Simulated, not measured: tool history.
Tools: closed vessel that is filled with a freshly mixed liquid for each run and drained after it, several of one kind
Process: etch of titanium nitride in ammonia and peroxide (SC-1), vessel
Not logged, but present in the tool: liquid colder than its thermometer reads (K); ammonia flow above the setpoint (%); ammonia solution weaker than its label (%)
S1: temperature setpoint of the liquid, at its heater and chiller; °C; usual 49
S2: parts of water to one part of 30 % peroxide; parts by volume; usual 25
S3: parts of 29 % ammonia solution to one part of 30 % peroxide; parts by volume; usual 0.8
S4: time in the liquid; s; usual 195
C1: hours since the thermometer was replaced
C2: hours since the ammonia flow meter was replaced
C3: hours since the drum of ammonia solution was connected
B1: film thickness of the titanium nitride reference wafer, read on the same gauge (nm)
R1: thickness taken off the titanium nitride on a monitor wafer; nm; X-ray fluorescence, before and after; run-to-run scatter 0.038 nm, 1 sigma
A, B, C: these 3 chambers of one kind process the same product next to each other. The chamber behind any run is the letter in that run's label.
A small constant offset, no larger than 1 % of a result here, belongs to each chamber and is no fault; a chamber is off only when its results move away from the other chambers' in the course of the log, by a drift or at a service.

{"run": "1C", "day": 0.254, "S1": 49, "S2": 25, "S3": 0.8, "S4": 195, "C1": 1119.1, "C2": 113.8, "C3": 7.6, "B1": 60.044, "R1": 7.1762}
{"run": "2A", "day": 0.6, "S1": 49, "S2": 25, "S3": 0.8, "S4": 195, "C1": 206.6, "C2": 1030.9, "C3": 468.6, "B1": 60.042, "R1": 7.2114}
{"run": "3B", "day": 0.796, "S1": 49, "S2": 25, "S3": 0.8, "S4": 195, "C1": 1421.4, "C2": 294.1, "C3": 52.1, "B1": 59.989, "R1": 7.0601}
{"run": "4A", "day": 1.079, "S1": 49, "S2": 25, "S3": 0.8, "S4": 195, "C1": 218.1, "C2": 1042.4, "C3": 480.1, "B1": 59.981, "R1": 7.127}
{"run": "5C", "day": 1.467, "S1": 49, "S2": 25, "S3": 0.8, "S4": 195, "C1": 1148.2, "C2": 142.9, "C3": 36.7, "B1": 59.989, "R1": 7.1139}
{"run": "6B", "day": 1.817, "S1": 49, "S2": 25, "S3": 0.8, "S4": 195, "C1": 1445.9, "C2": 318.6, "C3": 76.6, "B1": 59.99, "R1": 7.0806}
{"run": "7B", "day": 2.188, "S1": 58, "S2": 25, "S3": 0.8, "S4": 195, "C1": 1454.8, "C2": 327.5, "C3": 85.5, "B1": 60.008, "R1": 13.037}
{"run": "8A", "day": 2.438, "S1": 58, "S2": 25, "S3": 0.8, "S4": 195, "C1": 250.7, "C2": 1075.0, "C3": 512.7, "B1": 59.992, "R1": 13.15}
{"run": "9C", "day": 2.646, "S1": 58, "S2": 25, "S3": 0.8, "S4": 195, "C1": 1176.5, "C2": 171.2, "C3": 65.0, "B1": 59.982, "R1": 13.158}
{"run": "10A", "day": 2.925, "S1": 49, "S2": 25, "S3": 0.8, "S4": 195, "C1": 262.4, "C2": 1086.7, "C3": 524.4, "B1": 59.985, "R1": 7.1012}
{"run": "11B", "day": 3.138, "S1": 49, "S2": 25, "S3": 0.8, "S4": 195, "C1": 1477.6, "C2": 350.3, "C3": 108.3, "B1": 60.015, "R1": 7.0828}
{"run": "12C", "day": 3.458, "S1": 49, "S2": 25, "S3": 0.8, "S4": 195, "C1": 1196.0, "C2": 190.7, "C3": 84.5, "B1": 59.998, "R1": 7.1481}
{"run": "13B", "day": 3.742, "S1": 49, "S2": 25, "S3": 0.8, "S4": 195, "C1": 1492.1, "C2": 364.8, "C3": 122.8, "B1": 59.972, "R1": 7.0618}
{"run": "14A", "day": 3.983, "S1": 49, "S2": 25, "S3": 0.8, "S4": 195, "C1": 287.8, "C2": 1112.1, "C3": 549.8, "B1": 59.994, "R1": 7.0339}
{"day": 4.017, "done": "chamber A: new drum of ammonia solution connected"}
{"run": "15C", "day": 4.354, "S1": 49, "S2": 25, "S3": 0.8, "S4": 195, "C1": 1217.5, "C2": 212.2, "C3": 106.0, "B1": 59.984, "R1": 7.0902}
{"day": 4.479, "done": "chamber B: thermometer replaced"}
{"run": "16B", "day": 4.696, "S1": 49, "S2": 25, "S3": 0.8, "S4": 195, "C1": 5.3, "C2": 387.7, "C3": 145.7, "B1": 59.974, "R1": 7.043}
{"run": "17A", "day": 5.0, "S1": 49, "S2": 25, "S3": 0.8, "S4": 195, "C1": 312.2, "C2": 1136.5, "C3": 23.6, "B1": 60.024, "R1": 6.8985}
{"run": "18C", "day": 5.279, "S1": 49, "S2": 25, "S3": 0.8, "S4": 195, "C1": 1239.7, "C2": 234.4, "C3": 128.2, "B1": 59.996, "R1": 7.0982}
{"run": "19C", "day": 5.562, "S1": 49, "S2": 25, "S3": 0.8, "S4": 195, "C1": 1246.5, "C2": 241.2, "C3": 135.0, "B1": 59.993, "R1": 7.1438}
{"run": "20B", "day": 5.95, "S1": 49, "S2": 25, "S3": 0.8, "S4": 195, "C1": 35.4, "C2": 417.8, "C3": 175.8, "B1": 59.969, "R1": 7.1227}
{"run": "21A", "day": 6.246, "S1": 49, "S2": 25, "S3": 0.8, "S4": 195, "C1": 342.1, "C2": 1166.4, "C3": 53.5, "B1": 59.966, "R1": 6.8451}
{"run": "22A", "day": 6.583, "S1": 49, "S2": 25, "S3": 0.8, "S4": 195, "C1": 350.2, "C2": 1174.5, "C3": 61.6, "B1": 59.989, "R1": 6.8023}
{"run": "23B", "day": 6.767, "S1": 49, "S2": 25, "S3": 0.8, "S4": 195, "C1": 55.0, "C2": 437.4, "C3": 195.4, "B1": 60.017, "R1": 7.1057}
{"run": "24C", "day": 7.071, "S1": 49, "S2": 25, "S3": 0.8, "S4": 195, "C1": 1282.7, "C2": 277.4, "C3": 171.2, "B1": 59.976, "R1": 7.0902}
{"run": "25A", "day": 7.367, "S1": 49, "S2": 25, "S3": 0.8, "S4": 195, "C1": 369.0, "C2": 1193.3, "C3": 80.4, "B1": 59.98, "R1": 6.8333}
{"run": "26C", "day": 7.679, "S1": 49, "S2": 25, "S3": 0.8, "S4": 195, "C1": 1297.3, "C2": 292.0, "C3": 185.8, "B1": 60.025, "R1": 7.2136}
{"run": "27B", "day": 7.942, "S1": 49, "S2": 25, "S3": 0.8, "S4": 195, "C1": 83.2, "C2": 465.6, "C3": 223.6, "B1": 60.032, "R1": 7.1332}
{"run": "28A", "day": 8.267, "S1": 49, "S2": 25, "S3": 0.8, "S4": 195, "C1": 390.6, "C2": 1214.9, "C3": 102.0, "B1": 60.034, "R1": 6.749}
{"run": "29C", "day": 8.629, "S1": 49, "S2": 25, "S3": 0.8, "S4": 195, "C1": 1320.1, "C2": 314.8, "C3": 208.6, "B1": 59.986, "R1": 7.1078}

Decide between three cases: one chamber stands off from its peers, the gauge reading all wafers drifts, or nothing is wrong past each chamber's small offset. Where a chamber is off, say which and what most likely put it there.

Chamber A drifts away from the others.
Most likely cause: liquid colder than its thermometer reads (K) = 0.998.

Chamber A could run next with any of the 4 candidate recipes listed below; each alters the usual settings, and their results appear as question marks. Which one brings its results back in line with what the other chambers deliver on the usual settings?
In line here means within this much of the mean the other chambers give on the usual settings: R1 0.1300 nm
{"run": "30A-1", "day": 8.921, "S1": 49.0, "S2": 27.5, "S3": 0.75, "S4": 195, "R1": "?"}
{"run": "30A-2", "day": 8.921, "S1": 49.5, "S2": 25.0, "S3": 0.8, "S4": 200, "R1": "?"}
{"run": "30A-3", "day": 8.921, "S1": 49.0, "S2": 24.0, "S3": 0.8, "S4": 195, "R1": "?"}
{"run": "30A-4", "day": 8.921, "S1": 49.0, "S2": 25.0, "S3": 0.8, "S4": 190, "R1": "?"}

Other chambers, usual settings, mean: R1 7.1122 nm
run=30A-1 R1=6.2990
run=30A-2 R1=7.1383
run=30A-3 R1=6.8717
run=30A-4 R1=6.5467
30A-2 puts the chamber back in line with the other chambers.
